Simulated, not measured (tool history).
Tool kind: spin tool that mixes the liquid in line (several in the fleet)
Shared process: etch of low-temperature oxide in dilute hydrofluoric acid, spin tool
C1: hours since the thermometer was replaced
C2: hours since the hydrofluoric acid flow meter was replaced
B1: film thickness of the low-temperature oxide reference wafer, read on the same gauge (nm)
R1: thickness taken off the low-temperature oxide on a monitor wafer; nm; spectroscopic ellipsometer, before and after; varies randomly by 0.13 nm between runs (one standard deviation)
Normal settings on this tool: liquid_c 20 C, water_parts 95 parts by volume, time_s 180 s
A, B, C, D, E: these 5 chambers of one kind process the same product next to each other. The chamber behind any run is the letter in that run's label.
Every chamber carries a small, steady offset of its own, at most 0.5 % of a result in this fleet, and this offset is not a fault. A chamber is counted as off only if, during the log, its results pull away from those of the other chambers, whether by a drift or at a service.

{"run": "1A", "hour": 9.9, "liquid_c": 20, "water_parts": 95, "time_s": 180, "C1": 377.4, "C2": 987.6, "B1": 39.997, "R1": 24.671}
{"run": "2D", "hour": 22.9, "liquid_c": 20, "water_parts": 95, "time_s": 180, "C1": 435.4, "C2": 412.5, "B1": 40.021, "R1": 24.254}
{"run": "3C", "hour": 35.7, "liquid_c": 20, "water_parts": 95, "time_s": 180, "C1": 569.8, "C2": 790.5, "B1": 39.985, "R1": 24.748}
{"run": "4B", "hour": 47.5, "liquid_c": 20, "water_parts": 95, "time_s": 180, "C1": 219.6, "C2": 1771.1, "B1": 39.989, "R1": 24.405}
{"run": "5E", "hour": 53.4, "liquid_c": 20, "water_parts": 95, "time_s": 180, "C1": 1324.7, "C2": 496.9, "B1": 40.005, "R1": 24.52}
{"run": "6B", "hour": 60.8, "liquid_c": 20, "water_parts": 45, "time_s": 95, "C1": 232.9, "C2": 1784.4, "B1": 40.002, "R1": 28.878}
{"run": "7C", "hour": 71.4, "liquid_c": 20, "water_parts": 45, "time_s": 95, "C1": 605.5, "C2": 826.2, "B1": 40.019, "R1": 28.84}
{"run": "8E", "hour": 78.3, "liquid_c": 20, "water_parts": 45, "time_s": 95, "C1": 1349.6, "C2": 521.8, "B1": 39.993, "R1": 28.434}
{"run": "9A", "hour": 87.3, "liquid_c": 20, "water_parts": 45, "time_s": 95, "C1": 454.8, "C2": 1065, "B1": 40.017, "R1": 28.528}
{"hour": 93.0, "done": "chamber E: thermometer replaced"}
{"run": "10D", "hour": 98.0, "liquid_c": 20, "water_parts": 45, "time_s": 95, "C1": 510.5, "C2": 487.6, "B1": 39.987, "R1": 28.416}
{"run": "11A", "hour": 104.8, "liquid_c": 20, "water_parts": 95, "time_s": 180, "C1": 472.3, "C2": 1082.5, "B1": 40.029, "R1": 24.435}
{"run": "12E", "hour": 111.0, "liquid_c": 20, "water_parts": 95, "time_s": 180, "C1": 18.1, "C2": 554.5, "B1": 39.996, "R1": 24.375}
{"run": "13D", "hour": 119.3, "liquid_c": 20, "water_parts": 95, "time_s": 180, "C1": 531.8, "C2": 508.9, "B1": 39.994, "R1": 24.494}
{"run": "14B", "hour": 127.8, "liquid_c": 20, "water_parts": 95, "time_s": 180, "C1": 299.9, "C2": 1851.4, "B1": 40.005, "R1": 24.433}
{"run": "15C", "hour": 134.0, "liquid_c": 20, "water_parts": 95, "time_s": 180, "C1": 668.1, "C2": 888.8, "B1": 40.026, "R1": 24.75}
{"run": "16D", "hour": 141.2, "liquid_c": 20, "water_parts": 95, "time_s": 180, "C1": 553.7, "C2": 530.8, "B1": 39.995, "R1": 24.362}
{"run": "17C", "hour": 150.2, "liquid_c": 23, "water_parts": 95, "time_s": 180, "C1": 684.3, "C2": 905, "B1": 39.996, "R1": 27.922}
{"run": "18E", "hour": 161.3, "liquid_c": 23, "water_parts": 95, "time_s": 180, "C1": 68.4, "C2": 604.8, "B1": 39.996, "R1": 27.751}
{"run": "19B", "hour": 171.9, "liquid_c": 23, "water_parts": 95, "time_s": 180, "C1": 344, "C2": 1895.5, "B1": 39.969, "R1": 27.71}
{"run": "20A", "hour": 182.1, "liquid_c": 23, "water_parts": 95, "time_s": 180, "C1": 549.6, "C2": 1159.8, "B1": 39.987, "R1": 26.822}
{"run": "21E", "hour": 190.5, "liquid_c": 23, "water_parts": 95, "time_s": 180, "C1": 97.6, "C2": 634, "B1": 40.007, "R1": 27.63}
{"run": "22B", "hour": 196.4, "liquid_c": 20, "water_parts": 95, "time_s": 180, "C1": 368.5, "C2": 1920, "B1": 40, "R1": 24.462}
{"run": "23C", "hour": 204.0, "liquid_c": 20, "water_parts": 95, "time_s": 180, "C1": 738.1, "C2": 958.8, "B1": 40.033, "R1": 24.563}
{"run": "24A", "hour": 216.9, "liquid_c": 20, "water_parts": 95, "time_s": 180, "C1": 584.4, "C2": 1194.6, "B1": 40.021, "R1": 23.358}
{"run": "25D", "hour": 224.6, "liquid_c": 20, "water_parts": 95, "time_s": 180, "C1": 637.1, "C2": 614.2, "B1": 39.994, "R1": 24.163}
{"run": "26C", "hour": 231.4, "liquid_c": 20, "water_parts": 95, "time_s": 180, "C1": 765.5, "C2": 986.2, "B1": 40.007, "R1": 24.423}
{"run": "27B", "hour": 241.0, "liquid_c": 20, "water_parts": 95, "time_s": 180, "C1": 413.1, "C2": 1964.6, "B1": 40.013, "R1": 24.734}
{"run": "28D", "hour": 248.0, "liquid_c": 20, "water_parts": 95, "time_s": 180, "C1": 660.5, "C2": 637.6, "B1": 40, "R1": 24.234}
{"run": "29E", "hour": 255.6, "liquid_c": 20, "water_parts": 95, "time_s": 180, "C1": 162.7, "C2": 699.1, "B1": 39.982, "R1": 24.532}
{"run": "30A", "hour": 261.7, "liquid_c": 20, "water_parts": 95, "time_s": 180, "C1": 629.2, "C2": 1239.4, "B1": 40.002, "R1": 23.175}
{"run": "31C", "hour": 267.4, "liquid_c": 22, "water_parts": 95, "time_s": 110, "C1": 801.5, "C2": 1022.2, "B1": 39.997, "R1": 16.583}
{"run": "32E", "hour": 276.0, "liquid_c": 22, "water_parts": 95, "time_s": 110, "C1": 183.1, "C2": 719.5, "B1": 39.992, "R1": 16.372}

Next, every chamber runs the same settings. What will each give?
{"run": "33A", "hour": 285.4, "liquid_c": 20, "water_parts": 140, "time_s": 180, "R1": "?"}
{"run": "33B", "hour": 285.4, "liquid_c": 20, "water_parts": 140, "time_s": 180, "R1": "?"}
{"run": "33C", "hour": 285.4, "liquid_c": 20, "water_parts": 140, "time_s": 180, "R1": "?"}
{"run": "33D", "hour": 285.4, "liquid_c": 20, "water_parts": 140, "time_s": 180, "R1": "?"}
{"run": "33E", "hour": 285.4, "liquid_c": 20, "water_parts": 140, "time_s": 180, "R1": "?"}

run=33A R1=14.868
run=33B R1=16.028
run=33C R1=16.001
run=33D R1=15.888
run=33E R1=16.027

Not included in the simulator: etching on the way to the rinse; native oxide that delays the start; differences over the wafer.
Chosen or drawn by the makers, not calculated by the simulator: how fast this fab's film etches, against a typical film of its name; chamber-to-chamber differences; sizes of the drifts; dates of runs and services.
